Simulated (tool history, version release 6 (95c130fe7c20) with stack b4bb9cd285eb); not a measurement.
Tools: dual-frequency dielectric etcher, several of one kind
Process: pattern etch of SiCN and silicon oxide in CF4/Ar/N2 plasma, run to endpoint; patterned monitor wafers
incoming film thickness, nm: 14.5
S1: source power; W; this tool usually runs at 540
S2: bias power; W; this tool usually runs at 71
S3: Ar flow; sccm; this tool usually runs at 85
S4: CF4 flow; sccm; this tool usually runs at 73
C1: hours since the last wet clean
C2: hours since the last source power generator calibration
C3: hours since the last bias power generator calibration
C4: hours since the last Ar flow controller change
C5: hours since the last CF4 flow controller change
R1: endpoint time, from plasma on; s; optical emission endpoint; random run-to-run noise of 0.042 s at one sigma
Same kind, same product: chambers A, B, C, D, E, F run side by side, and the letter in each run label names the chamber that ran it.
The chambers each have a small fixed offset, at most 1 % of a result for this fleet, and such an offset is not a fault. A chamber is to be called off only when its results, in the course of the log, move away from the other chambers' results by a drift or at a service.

run	hour	S1	S2	S3	S4	C1	C2	C3	C4	C5	R1
1A	12.5	540	71	85	73	564.8	572.1	711.5	279.9	761.3	13.830
2D	25.0	540	71	85	73	225.3	1368.0	2717.0	2365.3	1475.7	13.998
# hour 27.2: chamber A: wet clean of the chamber
3C	34.0	540	71	85	73	315.5	1194.0	2005.9	3072.4	4143.1	14.023
4F	41.8	540	71	85	73	333.9	1628.5	1657.0	580.0	302.7	13.929
5E	48.8	540	71	85	73	206.6	3023.8	1118.1	235.7	486.4	13.913
6B	59.5	540	71	85	73	256.9	1654.4	1570.1	1706.2	2833.3	13.786
7A	69.1	540	71	85	73	42.0	628.7	768.1	336.5	817.9	13.887
8D	79.3	540	71	85	73	279.6	1422.3	2771.3	2419.6	1530.0	14.118
9E	87.0	540	71	85	73	244.8	3062.0	1156.3	273.9	524.6	13.943
10B	95.7	540	71	85	73	293.1	1690.6	1606.3	1742.4	2869.5	13.944
11F	102.7	540	71	85	73	394.8	1689.4	1717.9	640.9	363.6	13.844
# hour 103.8: chamber C: bias power generator calibrated
# hour 113.2: chamber E: source power generator calibrated
12C	113.5	540	71	85	73	395.0	1273.5	9.7	3151.9	4222.6	13.844
13E	121.8	540	71	85	73	279.6	8.6	1191.1	308.7	559.4	13.837
# hour 127.9: chamber D: source power generator calibrated
14D	134.7	540	71	85	73	335.0	6.9	2826.7	2475.0	1585.4	14.087
15C	142.1	540	71	85	73	423.6	1302.1	38.3	3180.5	4251.2	13.947
16A	151.5	540	71	85	73	124.4	711.1	850.5	418.9	900.3	13.857
# hour 154.2: chamber F: wet clean of the chamber
17F	160.3	540	71	85	73	6.1	1747.0	1775.5	698.5	421.2	13.957
18B	169.9	540	71	85	73	367.3	1764.8	1680.5	1816.6	2943.7	13.965
19E	183.9	540	71	85	73	341.7	70.7	1253.2	370.8	621.5	13.835
20C	190.3	540	71	85	73	471.8	1350.3	86.5	3228.7	4299.4	13.933
# hour 197.6: chamber C: wet clean of the chamber
21B	204.2	540	71	85	73	401.6	1799.1	1714.8	1850.9	2978.0	13.904
22A	216.9	540	71	85	73	189.8	776.5	915.9	484.3	965.7	13.923
# hour 220.0: chamber D: wet clean of the chamber
23D	223.6	540	71	85	73	3.6	95.8	2915.6	2563.9	1674.3	14.038
24F	232.5	540	79	70	73	78.3	1819.2	1847.7	770.7	493.4	13.119
25A	239.9	540	79	70	73	212.8	799.5	938.9	507.3	988.7	13.029
# hour 245.7: chamber B: wet clean of the chamber
26C	251.1	540	79	70	73	53.5	1411.1	147.3	3289.5	4360.2	13.585
27E	263.0	540	79	70	73	420.8	149.8	1332.3	449.9	700.6	12.982
28F	274.4	540	79	70	73	120.2	1861.1	1889.6	812.6	535.3	13.106
29D	282.6	540	79	70	73	62.6	154.8	2974.6	2622.9	1733.3	13.262
# hour 288.0: chamber C: Ar flow controller replaced
30B	291.2	540	71	85	73	45.5	1886.1	1801.8	1937.9	3065.0	13.875
31B	304.5	540	71	85	73	58.8	1899.4	1815.1	1951.2	3078.3	13.890
32A	311.5	540	71	85	73	284.4	871.1	1010.5	578.9	1060.3	13.986
# hour 315.1: chamber B: bias power generator calibrated
33E	317.6	540	71	85	73	475.4	204.4	1386.9	504.5	755.2	13.864
34D	324.4	540	71	85	73	104.4	196.6	3016.4	2664.7	1775.1	14.033
35C	331.6	540	71	85	73	134.0	1491.6	227.8	43.7	4440.7	14.447
# hour 342.0: chamber E: wet clean of the chamber
36F	342.2	540	71	85	73	188.0	1928.9	1957.4	880.4	603.1	13.846
37C	353.7	660	71	101	73	156.1	1513.7	249.9	65.8	4462.8	12.438
38A	361.3	660	71	101	73	334.2	920.9	1060.3	628.7	1110.1	11.886
39D	374.8	660	71	101	73	154.8	247.0	3066.8	2715.1	1825.5	12.023
40F	387.7	660	71	101	73	233.5	1974.4	2002.9	925.9	648.6	11.950
41E	399.2	660	71	101	73	57.2	286.0	1468.5	586.1	836.8	11.849
42B	411.8	660	71	101	73	166.1	2006.7	96.8	2058.5	3185.6	11.971
43C	419.3	540	71	85	73	221.7	1579.3	315.5	131.4	4528.4	14.429
44B	426.2	540	71	85	73	180.5	2021.1	111.2	2072.9	3200.0	13.902

Which is it: a chamber that has drifted or been left off by a service, a gauge drift common to all chambers, or only each chamber's usual small offset? If a chamber is off, name it and its likeliest cause.

A service left chamber C off against the others.
What lies behind it: etch rate under this chamber's usual, % = 3.73.

Which of the 4 candidates below, each the usual settings with something changed and its results left as question marks, puts chamber C back in line with what the other chambers give on the usual settings?
Maximum distance from the other chambers' mean on the usual settings for a result to count as in line: R1 0.150 s
45C-1	436.2	560	72	85	73						?
45C-2	436.2	540	67	85	73						?
45C-3	436.2	550	71	85	73						?
45C-4	436.2	540	64	85	70						?

Average result of the remaining chambers running the usual settings: R1 13.917 s
run	R1
45C-1	13.961
45C-2	14.749
45C-3	14.249
45C-4	15.055
The answer is 45C-1, which returns the chamber to within the allowed miss of the others.
